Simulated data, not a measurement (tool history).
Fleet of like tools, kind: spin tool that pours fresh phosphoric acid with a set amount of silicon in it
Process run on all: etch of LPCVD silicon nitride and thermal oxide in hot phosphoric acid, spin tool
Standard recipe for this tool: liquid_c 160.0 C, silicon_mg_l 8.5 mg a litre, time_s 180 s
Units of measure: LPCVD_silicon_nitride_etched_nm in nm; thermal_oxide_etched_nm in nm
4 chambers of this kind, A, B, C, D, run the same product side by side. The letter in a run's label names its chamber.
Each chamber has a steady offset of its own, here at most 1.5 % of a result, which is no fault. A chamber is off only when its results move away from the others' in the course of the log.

| run | hour | liquid_c | silicon_mg_l | time_s | hours since the thermometer was replaced | hours since the dissolved silicon flow meter was replaced | hours since the heated supply line was repaired | read-back film thickness of the LPCVD silicon nitride reference wafer, read on the same gauge (nm) | read-back film thickness of the thermal oxide reference wafer, read on the same gauge (nm) | LPCVD_silicon_nitride_etched_nm | thermal_oxide_etched_nm |
|---|---|---|---|---|---|---|---|---|---|---|---|
| 1D | 11.6 | 160.0 | 8.5 | 180 | 1042.8 | 26.5 | 140.6 | 120.04 | 50.031 | 14.830 | 0.41908 |
| 2B | 20.8 | 160.0 | 8.5 | 180 | 452.0 | 1151.1 | 514.1 | 119.98 | 49.989 | 14.978 | 0.43506 |
| 3A | 37.1 | 160.0 | 8.5 | 180 | 462.7 | 345.8 | 1784.0 | 119.98 | 49.983 | 15.148 | 0.45885 |
| 4C | 44.3 | 160.0 | 8.5 | 180 | 1182.8 | 466.0 | 604.9 | 120.04 | 49.957 | 15.037 | 0.41766 |
| 5D | 58.8 | 160.0 | 5.0 | 125 | 1090.0 | 73.7 | 187.8 | 119.98 | 49.994 | 10.331 | 0.32695 |
| 6C | 72.1 | 160.0 | 5.0 | 125 | 1210.6 | 493.8 | 632.7 | 120.01 | 49.995 | 10.406 | 0.33952 |
|  | 74.0 | chamber C: dissolved silicon flow meter replaced |
| 7A | 85.6 | 160.0 | 5.0 | 125 | 511.2 | 394.3 | 1832.5 | 120.02 | 50.019 | 10.310 | 0.33943 |
| 8B | 97.9 | 160.0 | 5.0 | 125 | 529.1 | 1228.2 | 591.2 | 119.95 | 50.062 | 10.138 | 0.32884 |
| 9B | 110.5 | 160.0 | 8.5 | 180 | 541.7 | 1240.8 | 603.8 | 119.95 | 50.030 | 14.954 | 0.44874 |
| 10D | 119.0 | 160.0 | 8.5 | 180 | 1150.2 | 133.9 | 248.0 | 119.99 | 49.993 | 14.750 | 0.44105 |
| 11A | 127.6 | 160.0 | 8.5 | 180 | 553.2 | 436.3 | 1874.5 | 119.99 | 50.010 | 15.074 | 0.39580 |
| 12C | 139.5 | 160.0 | 8.5 | 180 | 1278.0 | 65.5 | 700.1 | 119.97 | 49.981 | 15.018 | 0.44709 |
| 13D | 154.4 | 160.0 | 8.5 | 180 | 1185.6 | 169.3 | 283.4 | 120.00 | 50.002 | 14.721 | 0.40493 |
| 14B | 169.6 | 160.0 | 8.5 | 180 | 600.8 | 1299.9 | 662.9 | 120.03 | 50.031 | 14.654 | 0.43637 |
| 15A | 178.5 | 160.0 | 8.5 | 180 | 604.1 | 487.2 | 1925.4 | 120.00 | 49.958 | 14.998 | 0.41392 |
| 16C | 188.4 | 160.0 | 8.5 | 180 | 1326.9 | 114.4 | 749.0 | 120.04 | 50.007 | 14.916 | 0.43487 |
| 17C | 197.4 | 160.0 | 8.5 | 180 | 1335.9 | 123.4 | 758.0 | 120.04 | 50.037 | 14.762 | 0.42558 |
| 18D | 205.4 | 160.0 | 8.5 | 180 | 1236.6 | 220.3 | 334.4 | 119.98 | 50.011 | 14.724 | 0.44680 |
| 19A | 219.2 | 160.0 | 8.5 | 180 | 644.8 | 527.9 | 1966.1 | 119.97 | 49.980 | 14.863 | 0.45442 |
| 20B | 233.3 | 160.0 | 8.5 | 180 | 664.5 | 1363.6 | 726.6 | 119.99 | 49.969 | 14.840 | 0.44754 |
| 21C | 242.4 | 160.0 | 8.5 | 180 | 1380.9 | 168.4 | 803.0 | 119.99 | 49.988 | 14.569 | 0.41458 |
| 22A | 254.1 | 160.0 | 8.5 | 180 | 679.7 | 562.8 | 2001.0 | 120.00 | 50.018 | 15.139 | 0.43482 |
| 23B | 264.6 | 160.0 | 8.5 | 180 | 695.8 | 1394.9 | 757.9 | 119.99 | 50.022 | 14.903 | 0.45639 |
| 24D | 275.7 | 158.5 | 8.5 | 280 | 1306.9 | 290.6 | 404.7 | 120.01 | 49.985 | 21.623 | 0.61061 |
| 25B | 284.3 | 158.5 | 8.5 | 280 | 715.5 | 1414.6 | 777.6 | 120.02 | 49.983 | 21.797 | 0.65001 |
| 26A | 293.2 | 158.5 | 8.5 | 280 | 718.8 | 601.9 | 2040.1 | 119.97 | 50.009 | 22.371 | 0.62589 |
| 27D | 309.7 | 158.5 | 8.5 | 280 | 1340.9 | 324.6 | 438.7 | 119.94 | 49.996 | 21.917 | 0.58276 |
| 28C | 321.7 | 160.0 | 8.5 | 180 | 1460.2 | 247.7 | 882.3 | 119.96 | 50.047 | 14.406 | 0.42142 |
| 29B | 334.0 | 160.0 | 8.5 | 180 | 765.2 | 1464.3 | 827.3 | 120.01 | 50.016 | 14.891 | 0.46950 |
| 30C | 348.8 | 160.0 | 8.5 | 180 | 1487.3 | 274.8 | 909.4 | 120.03 | 49.970 | 14.230 | 0.38077 |
| 31A | 364.1 | 160.0 | 5.5 | 255 | 789.7 | 672.8 | 2111.0 | 119.98 | 50.040 | 21.476 | 0.68233 |
| 32D | 373.0 | 160.0 | 5.5 | 255 | 1404.2 | 387.9 | 502.0 | 120.01 | 49.979 | 20.995 | 0.61163 |
| 33B | 384.3 | 160.0 | 5.5 | 255 | 815.5 | 1514.6 | 877.6 | 120.07 | 50.014 | 21.547 | 0.67752 |
| 34D | 399.1 | 160.0 | 5.5 | 255 | 1430.3 | 414.0 | 528.1 | 120.01 | 50.070 | 21.000 | 0.64484 |
| 35A | 413.5 | 157.0 | 3.5 | 180 | 839.1 | 722.2 | 2160.4 | 120.00 | 50.001 | 13.603 | 0.38461 |
| 36C | 424.4 | 157.0 | 3.5 | 180 | 1562.9 | 350.4 | 985.0 | 119.97 | 49.995 | 12.703 | 0.33365 |
| 37B | 436.9 | 157.0 | 3.5 | 180 | 868.1 | 1567.2 | 930.2 | 120.01 | 49.997 | 13.613 | 0.35149 |

Predict what each chamber gives when all 4 of them run the settings below next.
| 38A | 448.8 | 160.0 | 8.5 | 180 |  |  |  |  |  | ? | ? |
| 38B | 448.8 | 160.0 | 8.5 | 180 |  |  |  |  |  | ? | ? |
| 38C | 448.8 | 160.0 | 8.5 | 180 |  |  |  |  |  | ? | ? |
| 38D | 448.8 | 160.0 | 8.5 | 180 |  |  |  |  |  | ? | ? |

| run | LPCVD_silicon_nitride_etched_nm | thermal_oxide_etched_nm |
|---|---|---|
| 38A | 14.934 | 0.42623 |
| 38B | 14.951 | 0.48251 |
| 38C | 14.055 | 0.38537 |
| 38D | 14.798 | 0.45665 |
